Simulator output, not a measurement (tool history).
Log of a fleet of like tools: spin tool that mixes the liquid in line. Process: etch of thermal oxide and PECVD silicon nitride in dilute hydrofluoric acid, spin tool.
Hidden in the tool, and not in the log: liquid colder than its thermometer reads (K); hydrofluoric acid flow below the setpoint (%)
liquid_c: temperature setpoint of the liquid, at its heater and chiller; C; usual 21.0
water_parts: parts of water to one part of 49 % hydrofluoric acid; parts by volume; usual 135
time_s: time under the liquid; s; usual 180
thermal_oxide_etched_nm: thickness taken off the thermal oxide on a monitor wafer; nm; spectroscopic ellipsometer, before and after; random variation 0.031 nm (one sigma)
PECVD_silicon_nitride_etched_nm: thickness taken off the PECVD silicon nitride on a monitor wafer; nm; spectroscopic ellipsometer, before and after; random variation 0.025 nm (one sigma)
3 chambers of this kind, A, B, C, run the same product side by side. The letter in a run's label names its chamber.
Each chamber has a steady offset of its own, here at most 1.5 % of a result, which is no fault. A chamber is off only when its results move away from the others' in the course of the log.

run   hour  liquid_c  water_parts  time_s  hours since the thermometer was replaced  hours since the hydrofluoric acid flow meter was replaced  read-back film thickness of the thermal oxide reference wafer, read on the same gauge (nm)  read-back film thickness of the PECVD silicon nitride reference wafer, read on the same gauge (nm)  thermal_oxide_etched_nm  PECVD_silicon_nitride_etched_nm
 1B    7.3      21.0          135     180                                     584.6                                                      620.4                                                                                      110.02                                                                                              120.00                   5.3680                           2.8721
 2C   14.9      21.0          135     180                                     988.4                                                      745.5                                                                                      109.99                                                                                              119.99                   5.3734                           2.9073
 3A   21.1      21.0          135     180                                    1418.0                                                      714.8                                                                                      110.03                                                                                              119.97                   5.3515                           2.7960
 4A   25.7      21.0          135     180                                    1422.6                                                      719.4                                                                                      109.99                                                                                              120.00                   5.4306                           2.8494
 5C   33.8      21.0          135     180                                    1007.3                                                      764.4                                                                                      110.01                                                                                              119.98                   5.3359                           2.8538
 6B   39.8      21.0          135     180                                     617.1                                                      652.9                                                                                      110.00                                                                                              120.02                   5.3628                           2.9165
 7B   45.9      21.0          135     180                                     623.2                                                      659.0                                                                                      109.98                                                                                              120.00                   5.3602                           2.9255
 8C   49.9      21.0          135     180                                    1023.4                                                      780.5                                                                                      109.99                                                                                              120.01                   5.3818                           2.8867
 9A   54.7      21.0          135     180                                    1451.6                                                      748.4                                                                                      109.99                                                                                              120.01                   5.3928                           2.8066
10C   62.2      21.0          185     135                                    1035.7                                                      792.8                                                                                      110.00                                                                                              120.01                   2.8105                           1.5947
11A   68.5      21.0          185     135                                    1465.4                                                      762.2                                                                                      110.00                                                                                              119.99                   2.8072                           1.5731
12B   72.6      21.0          185     135                                     649.9                                                      685.7                                                                                      109.98                                                                                              120.01                   2.7669                           1.5827
13A   79.5      21.0          135     180                                    1476.4                                                      773.2                                                                                      110.01                                                                                              120.02                   5.4452                           2.8174
14B   87.0      21.0          135     180                                     664.3                                                      700.1                                                                                      110.00                                                                                              120.01                   5.3335                           2.9080
15C   93.5      23.5          135     180                                    1067.0                                                      824.1                                                                                      110.03                                                                                              120.03                   5.9800                           3.3292
16A  101.4      23.5          135     180                                    1498.3                                                      795.1                                                                                      110.04                                                                                              120.00                   5.9650                           3.3404
17C  110.1      23.5          135     180                                    1083.6                                                      840.7                                                                                      110.02                                                                                              119.98                   5.9105                           3.4100
18B  115.1      21.0          135     180                                     692.4                                                      728.2                                                                                      110.02                                                                                              119.99                   5.3401                           2.9231
19B  120.6      21.0          135     180                                     697.9                                                      733.7                                                                                      110.01                                                                                              120.00                   5.3155                           2.8932
20C  124.9      21.0          135     180                                    1098.4                                                      855.5                                                                                      110.00                                                                                              120.00                   5.3590                           2.8798
21A  133.3      21.0          135     180                                    1530.2                                                      827.0                                                                                      110.00                                                                                              119.98                   5.4311                           2.8525
22A  138.8      17.5          135     270                                    1535.7                                                      832.5                                                                                      109.98                                                                                              120.00                   7.0218                           3.3597
23C  145.4      17.5          135     270                                    1118.9                                                      876.0                                                                                      109.99                                                                                              119.99                   7.0292                           3.4176
     148.5  -- chamber B: thermometer replaced
24B  151.0      17.5          135     270                                       2.5                                                      764.1                                                                                      110.04                                                                                              119.98                   7.0101                           3.4285
25A  157.1      21.0          135     180                                    1554.0                                                      850.8                                                                                      109.97                                                                                              119.99                   5.4287                           2.8510
26C  163.0      18.5          135     180                                    1136.5                                                      893.6                                                                                      109.97                                                                                              120.00                   4.8838                           2.4252
27B  167.5      18.5          135     180                                      19.0                                                      780.6                                                                                      110.01                                                                                              119.97                   4.8246                           2.4662
28C  171.5      18.5          135     180                                    1145.0                                                      902.1                                                                                      110.00                                                                                              119.99                   4.8829                           2.4527
29B  176.4      21.0          135     180                                      27.9                                                      789.5                                                                                      110.01                                                                                              120.01                   5.3803                           2.9189
30A  181.9      21.0          135     180                                    1578.8                                                      875.6                                                                                      110.00                                                                                              119.98                   5.4342                           2.8433

Next, every chamber runs the same settings. What will each give?
31A  188.3      21.0          135     280                                                                                                                                                                                                                                                                                                                             ?                                ?
31B  188.3      21.0          135     280                                                                                                                                                                                                                                                                                                                             ?                                ?
31C  188.3      21.0          135     280                                                                                                                                                                                                                                                                                                                             ?                                ?

run  thermal_oxide_etched_nm  PECVD_silicon_nitride_etched_nm
31A                   8.3958                           4.3745
31B                   8.3975                           4.5115
31C                   8.3470                           4.4391
